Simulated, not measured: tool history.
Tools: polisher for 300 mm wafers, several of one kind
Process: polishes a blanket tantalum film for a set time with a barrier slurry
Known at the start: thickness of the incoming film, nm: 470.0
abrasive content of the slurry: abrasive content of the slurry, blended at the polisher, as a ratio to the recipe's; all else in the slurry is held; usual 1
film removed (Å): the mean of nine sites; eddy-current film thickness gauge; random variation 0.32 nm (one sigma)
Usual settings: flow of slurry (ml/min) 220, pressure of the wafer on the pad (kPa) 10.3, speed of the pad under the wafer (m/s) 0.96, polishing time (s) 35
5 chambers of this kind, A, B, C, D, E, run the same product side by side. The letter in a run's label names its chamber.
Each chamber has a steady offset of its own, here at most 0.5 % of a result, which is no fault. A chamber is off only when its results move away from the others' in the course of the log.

| run | day | flow of slurry (ml/min) | pressure of the wafer on the pad (kPa) | speed of the pad under the wafer (m/s) | abrasive content of the slurry | polishing time (s) | wafers polished on this pad | hours since the slurry nozzle was cleaned | hours since the head pressure was calibrated | hours since the slurry blender was calibrated | film removed (Å) |
|---|---|---|---|---|---|---|---|---|---|---|---|
| 1C | 0.404 | 220 | 10.3 | 0.96 | 1 | 35 | 908 | 30.6 | 179.4 | 89.4 | 344.78 |
|  | 0.5 | chamber E: head pressure recalibrated |
|  | 0.504 | chamber B: worn pad replaced by a new one |
| 2D | 0.971 | 220 | 10.3 | 0.96 | 1 | 35 | 1110 | 383.4 | 587.5 | 302.7 | 345.05 |
|  | 0.983 | chamber B: slurry blender recalibrated |
|  | 1.175 | chamber C: worn pad replaced by a new one |
|  | 1.233 | chamber B: slurry nozzle cleaned |
|  | 1.279 | chamber D: worn pad replaced by a new one |
|  | 1.329 | chamber A: head pressure recalibrated |
|  | 1.467 | chamber A: worn pad replaced by a new one |
| 3E | 1.504 | 220 | 10.3 | 0.96 | 1 | 35 | 564 | 195.3 | 24.1 | 60.8 | 347.85 |
| 4B | 1.917 | 220 | 10.3 | 0.96 | 1 | 35 | 496 | 16.4 | 608.5 | 22.5 | 348.85 |
| 5A | 2.317 | 220 | 10.3 | 0.96 | 1 | 35 | 298 | 343.5 | 23.7 | 173.1 | 340.91 |
|  | 2.446 | chamber D: slurry blender recalibrated |
| 6B | 2.617 | 220 | 10.3 | 0.96 | 1 | 35 | 742 | 33.2 | 625.3 | 39.3 | 344.75 |
|  | 3.062 | chamber B: head pressure recalibrated |
| 7D | 3.254 | 220 | 10.3 | 0.96 | 1 | 35 | 694 | 438.2 | 642.3 | 19.5 | 342.99 |
|  | 3.458 | chamber E: worn pad replaced by a new one |
| 8E | 3.888 | 220 | 10.3 | 0.96 | 1 | 35 | 151 | 252.5 | 81.3 | 118 | 344.4 |
| 9A | 4.267 | 220 | 10.3 | 0.96 | 1 | 35 | 983 | 390.3 | 70.5 | 219.9 | 348.91 |
| 10C | 4.842 | 220 | 10.3 | 0.96 | 1 | 35 | 1288 | 137.1 | 285.9 | 195.9 | 356.11 |
|  | 4.912 | chamber B: worn pad replaced by a new one |
| 11C | 5.246 | 220 | 10.3 | 0.96 | 1 | 31 | 1430 | 146.8 | 295.6 | 205.6 | 307.31 |
|  | 5.346 | chamber C: worn pad replaced by a new one |
|  | 5.654 | chamber D: worn pad replaced by a new one |
|  | 5.717 | chamber A: worn pad replaced by a new one |
| 12B | 5.771 | 220 | 10.3 | 0.96 | 1 | 31 | 302 | 108.9 | 65.1 | 115 | 307.14 |
|  | 5.846 | chamber B: slurry blender recalibrated |
|  | 6.025 | chamber D: slurry nozzle cleaned |
|  | 6.025 | chamber A: slurry blender recalibrated |
| 13E | 6.071 | 220 | 10.3 | 0.96 | 1 | 31 | 918 | 304.9 | 133.7 | 170.4 | 305.06 |
|  | 6.212 | chamber E: slurry blender recalibrated |
| 14D | 6.696 | 220 | 10.3 | 0.96 | 1 | 31 | 366 | 16.2 | 724.9 | 102.1 | 304.21 |
|  | 7.171 | chamber E: worn pad replaced by a new one |
| 15A | 7.342 | 220 | 10.3 | 0.96 | 1 | 31 | 571 | 464.1 | 144.3 | 31.7 | 302.05 |
|  | 7.912 | chamber A: slurry nozzle cleaned |
| 16C | 8 | 220 | 10.3 | 0.96 | 1 | 35 | 932 | 212.9 | 361.7 | 271.7 | 340.33 |
| 17A | 8.512 | 220 | 10.3 | 0.96 | 1 | 35 | 982 | 14.4 | 172.4 | 59.8 | 343.09 |
|  | 8.792 | chamber D: head pressure recalibrated |
|  | 8.804 | chamber C: worn pad replaced by a new one |
|  | 8.888 | chamber B: worn pad replaced by a new one |
| 18E | 9.025 | 220 | 10.3 | 0.96 | 1 | 35 | 651 | 375.8 | 204.6 | 67.6 | 342.8 |
|  | 9.204 | chamber A: worn pad replaced by a new one |
| 19B | 9.629 | 220 | 10.3 | 0.96 | 1 | 35 | 261 | 201.5 | 157.7 | 90.9 | 348.3 |
|  | 9.792 | chamber D: worn pad replaced by a new one |
| 20D | 10.212 | 255 | 10.3 | 0.96 | 1 | 30 | 148 | 100.6 | 34.1 | 186.5 | 304.87 |
|  | 10.688 | chamber E: worn pad replaced by a new one |
| 21E | 10.862 | 255 | 10.3 | 0.96 | 1 | 30 | 62 | 419.9 | 248.7 | 111.7 | 300.9 |
|  | 11.088 | chamber B: slurry blender recalibrated |
| 22D | 11.2 | 255 | 10.3 | 0.96 | 1 | 30 | 495 | 124.3 | 57.8 | 210.2 | 297.77 |
| 23C | 11.712 | 255 | 10.3 | 0.96 | 1 | 30 | 1022 | 302 | 450.8 | 360.8 | 290.04 |
|  | 12.217 | chamber C: worn pad replaced by a new one |
| 24A | 12.362 | 255 | 10.3 | 0.96 | 1 | 30 | 1110 | 106.8 | 264.8 | 152.2 | 300.22 |
|  | 12.388 | chamber C: slurry nozzle cleaned |
| 25B | 12.746 | 220 | 10.3 | 0.96 | 1 | 35 | 1355 | 276.3 | 232.5 | 39.8 | 348.87 |
|  | 12.812 | chamber B: worn pad replaced by a new one |
|  | 13.217 | chamber A: worn pad replaced by a new one |
|  | 13.221 | chamber B: slurry nozzle cleaned |
| 26E | 13.375 | 220 | 10.3 | 0.96 | 1 | 30 | 945 | 480.2 | 309 | 172 | 294.9 |
|  | 13.55 | chamber E: slurry nozzle cleaned |
| 27B | 13.988 | 220 | 10.3 | 0.96 | 1 | 30 | 413 | 18.5 | 262.3 | 69.6 | 294.98 |
|  | 14.038 | chamber E: worn pad replaced by a new one |
|  | 14.192 | chamber D: worn pad replaced by a new one |
| 28A | 14.521 | 220 | 10.3 | 0.96 | 1 | 30 | 458 | 158.6 | 316.6 | 204 | 294.12 |
|  | 14.704 | chamber E: slurry blender recalibrated |
| 29D | 14.942 | 220 | 10.3 | 0.96 | 1 | 30 | 264 | 214.1 | 147.6 | 300 | 299.89 |
| 30C | 15.579 | 220 | 10.3 | 0.96 | 1 | 30 | 1180 | 76.6 | 543.6 | 453.6 | 274.8 |
|  | 15.862 | chamber B: slurry blender recalibrated |
|  | 15.888 | chamber C: worn pad replaced by a new one |
| 31E | 16.242 | 220 | 10.3 | 0.96 | 1 | 35 | 774 | 64.7 | 377.8 | 37 | 345.42 |
| 32D | 16.821 | 220 | 10.3 | 0.96 | 1 | 35 | 924 | 259.2 | 192.7 | 345.1 | 345.85 |
|  | 17.15 | chamber B: worn pad replaced by a new one |
| 33B | 17.404 | 220 | 10.3 | 0.96 | 1 | 35 | 89 | 100.5 | 344.3 | 37 | 345.45 |
|  | 17.412 | chamber A: worn pad replaced by a new one |
| 34A | 17.858 | 220 | 10.3 | 0.96 | 1 | 35 | 157 | 238.7 | 396.7 | 284.1 | 341.5 |
|  | 18.308 | chamber E: worn pad replaced by a new one |
| 35C | 18.358 | 220 | 10.3 | 0.66 | 1 | 35 | 868 | 143.3 | 610.3 | 520.3 | 215.9 |
| 36A | 18.992 | 220 | 10.3 | 0.66 | 1 | 35 | 555 | 265.9 | 423.9 | 311.3 | 236.74 |
| 37E | 19.396 | 220 | 10.3 | 0.66 | 1 | 35 | 382 | 140.4 | 453.5 | 112.7 | 236.86 |

Is one chamber off against the others, does the gauge drift, or is nothing wrong? If a chamber is off, say which, and what the likeliest cause is.

Chamber C drifts away from the others.
Cause: abrasive missing from the slurry, % = 32.4.
The log may not tell that from: head's pressure below its setpoint, %.

Here are 4 candidates for chamber C's next run, each the usual settings with a change, their results left as question marks. Which one brings its results back in line with what the others give on the usual settings?
In line means no further than this from the other chambers' mean on the usual settings: film removed (Å) 11
| 38C-1 | 19.871 | 220 | 10.3 | 1.2 | 1 | 35 |  |  |  |  | ? |
| 38C-2 | 19.871 | 220 | 10.3 | 0.96 | 0.95 | 29 |  |  |  |  | ? |
| 38C-3 | 19.871 | 220 | 10.3 | 0.9 | 1 | 33 |  |  |  |  | ? |
| 38C-4 | 19.871 | 220 | 11 | 0.96 | 1 | 37 |  |  |  |  | ? |

The other chambers' mean on the usual settings: film removed (Å) 345.89
| run | film removed (Å) |
|---|---|
| 38C-1 | 386.15 |
| 38C-2 | 251.72 |
| 38C-3 | 274.16 |
| 38C-4 | 349.72 |
38C-4 brings the chamber back in line.

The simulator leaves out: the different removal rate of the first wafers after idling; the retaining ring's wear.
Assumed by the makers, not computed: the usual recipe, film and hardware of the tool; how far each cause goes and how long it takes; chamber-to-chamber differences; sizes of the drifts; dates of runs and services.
